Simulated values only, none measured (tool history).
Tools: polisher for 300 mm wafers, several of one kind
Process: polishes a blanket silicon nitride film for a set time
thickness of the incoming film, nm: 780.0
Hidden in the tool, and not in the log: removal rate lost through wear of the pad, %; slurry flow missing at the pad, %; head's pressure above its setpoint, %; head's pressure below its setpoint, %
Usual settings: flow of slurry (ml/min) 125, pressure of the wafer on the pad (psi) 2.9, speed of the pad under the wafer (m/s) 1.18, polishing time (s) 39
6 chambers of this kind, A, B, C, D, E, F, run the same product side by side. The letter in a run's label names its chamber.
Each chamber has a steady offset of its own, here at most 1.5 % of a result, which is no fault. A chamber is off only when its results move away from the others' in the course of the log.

run	hour	flow of slurry (ml/min)	pressure of the wafer on the pad (psi)	speed of the pad under the wafer (m/s)	polishing time (s)	wafers polished on this pad	hours since the slurry nozzle was cleaned	hours since the head pressure was calibrated	film removed (Å)
# hour 6.6: chamber A: worn pad replaced by a new one
1C	14.1	125	2.9	1.18	39	219	334.9	385.3	532.23
2F	20.6	125	2.9	1.18	39	1448	27.3	215.7	544.04
# hour 24: chamber F: worn pad replaced by a new one
3A	29.1	125	2.9	1.18	39	241	360.8	91	540.55
4B	38.9	125	2.9	1.18	39	648	566.9	42.1	546.01
# hour 44.3: chamber A: slurry nozzle cleaned
5D	48.1	125	2.9	1.18	39	921	167	161.9	532.16
# hour 53.3: chamber E: worn pad replaced by a new one
6E	61.5	125	2.9	1.18	39	88	204.1	442.2	534.31
7B	72.8	150	2.9	1.18	39	1012	600.8	76	550.96
# hour 73.3: chamber C: slurry nozzle cleaned
# hour 75.1: chamber B: worn pad replaced by a new one
8A	82	150	2.9	1.18	39	808	37.8	143.9	557.14
9E	94.4	150	2.9	1.18	39	441	237	475.1	545.03
10D	101.8	150	2.9	1.18	39	1497	220.7	215.6	542.94
11C	110.6	150	2.9	1.18	39	1254	37.4	481.8	557.98
# hour 110.7: chamber B: slurry nozzle cleaned
# hour 118.9: chamber A: worn pad replaced by a new one
12F	121.6	150	2.9	1.18	39	1046	128.3	316.7	560.34
# hour 127: chamber E: slurry nozzle cleaned
# hour 130.9: chamber C: worn pad replaced by a new one
13F	135.1	125	2.9	1.18	39	1191	141.8	330.2	535.2
# hour 139.1: chamber D: slurry nozzle cleaned
14D	144.1	125	2.9	1.18	39	1950	5.1	257.9	531.75
15C	157.6	125	2.9	1.18	39	286	84.4	528.8	523.44
# hour 161.3: chamber B: worn pad replaced by a new one
# hour 165.2: chamber F: worn pad replaced by a new one
16B	167.3	125	2.9	1.18	39	64	56.6	170.5	535.31
# hour 172.5: chamber E: worn pad replaced by a new one
17E	178.8	125	2.9	1.18	39	68	51.9	559.5	532.35
18A	186.7	125	2.9	1.18	39	727	142.5	248.6	544.49
19C	199.3	125	2.9	1.18	39	733	126.1	570.5	537.58
20D	208.7	125	2.9	1.18	39	2643	69.7	322.5	523.7
21A	222.9	125	2.9	1.18	39	1115	178.7	284.8	532.43
22F	232.2	125	2.9	1.34	32	718	238.9	427.3	486.83
# hour 240.7: chamber A: worn pad replaced by a new one
23B	242.6	125	2.9	1.34	32	872	131.9	245.8	484.09
# hour 246: chamber B: worn pad replaced by a new one
24E	251.2	125	2.9	1.34	32	844	124.3	631.9	478.76
25E	261.7	125	2.9	1.34	32	957	134.8	642.4	489.75
26C	269.9	125	2.9	1.34	32	1490	196.7	641.1	492.74
# hour 273.7: chamber C: worn pad replaced by a new one
27F	283.6	125	2.9	1.34	32	1269	290.3	478.7	494.61
28A	292.4	125	2.9	1.18	39	554	248.2	354.3	517.95
29B	300	125	2.9	1.18	39	578	189.3	303.2	533.22
# hour 308.3: chamber F: worn pad replaced by a new one
# hour 309: chamber F: slurry nozzle cleaned
# hour 309.1: chamber E: worn pad replaced by a new one
30D	313.1	125	2.6	1.18	51	3762	174.1	426.9	587.14
31F	326	125	2.6	1.18	51	190	17	521.1	634.51
32A	338	125	2.6	1.18	51	1043	293.8	399.9	613.3
# hour 340.4: chamber C: head pressure recalibrated
# hour 345.8: chamber B: worn pad replaced by a new one
33C	347.9	125	2.6	1.18	51	796	274.7	7.6	628.93
34E	361.2	125	2.6	1.18	51	558	234.3	741.9	632.47
35D	370.2	125	2.6	1.18	51	4374	231.2	484	569.77
36B	380.2	125	2.9	1.18	39	369	269.5	383.4	534.06
37D	393.8	125	2.9	1.18	39	4627	254.8	507.6	483.65

Is one chamber off against the others, does the gauge drift, or is nothing wrong? If a chamber is off, say which, and what the likeliest cause is.

Chamber D drifts away from the others.
Cause: removal rate lost through wear of the pad, % = 9.67.
The log may not tell that from: slurry flow missing at the pad, %; head's pressure below its setpoint, %.

Here are 4 candidates for chamber D's next run, each the usual settings with a change, their results left as question marks. Which one brings its results back in line with what the others give on the usual settings?
In line means no further than this from the other chambers' mean on the usual settings: film removed (Å) 20
38D-1	404	125	2.8	1.14	37				?
38D-2	404	125	2.9	1.2	40				?
38D-3	404	125	3.1	1.24	39				?
38D-4	404	125	2.8	1.18	39				?

The other chambers' mean on the usual settings: film removed (Å) 535.44
run	film removed (Å)
38D-1	426.46
38D-2	496.99
38D-3	531.16
38D-4	461.89
38D-3 brings the chamber back in line.
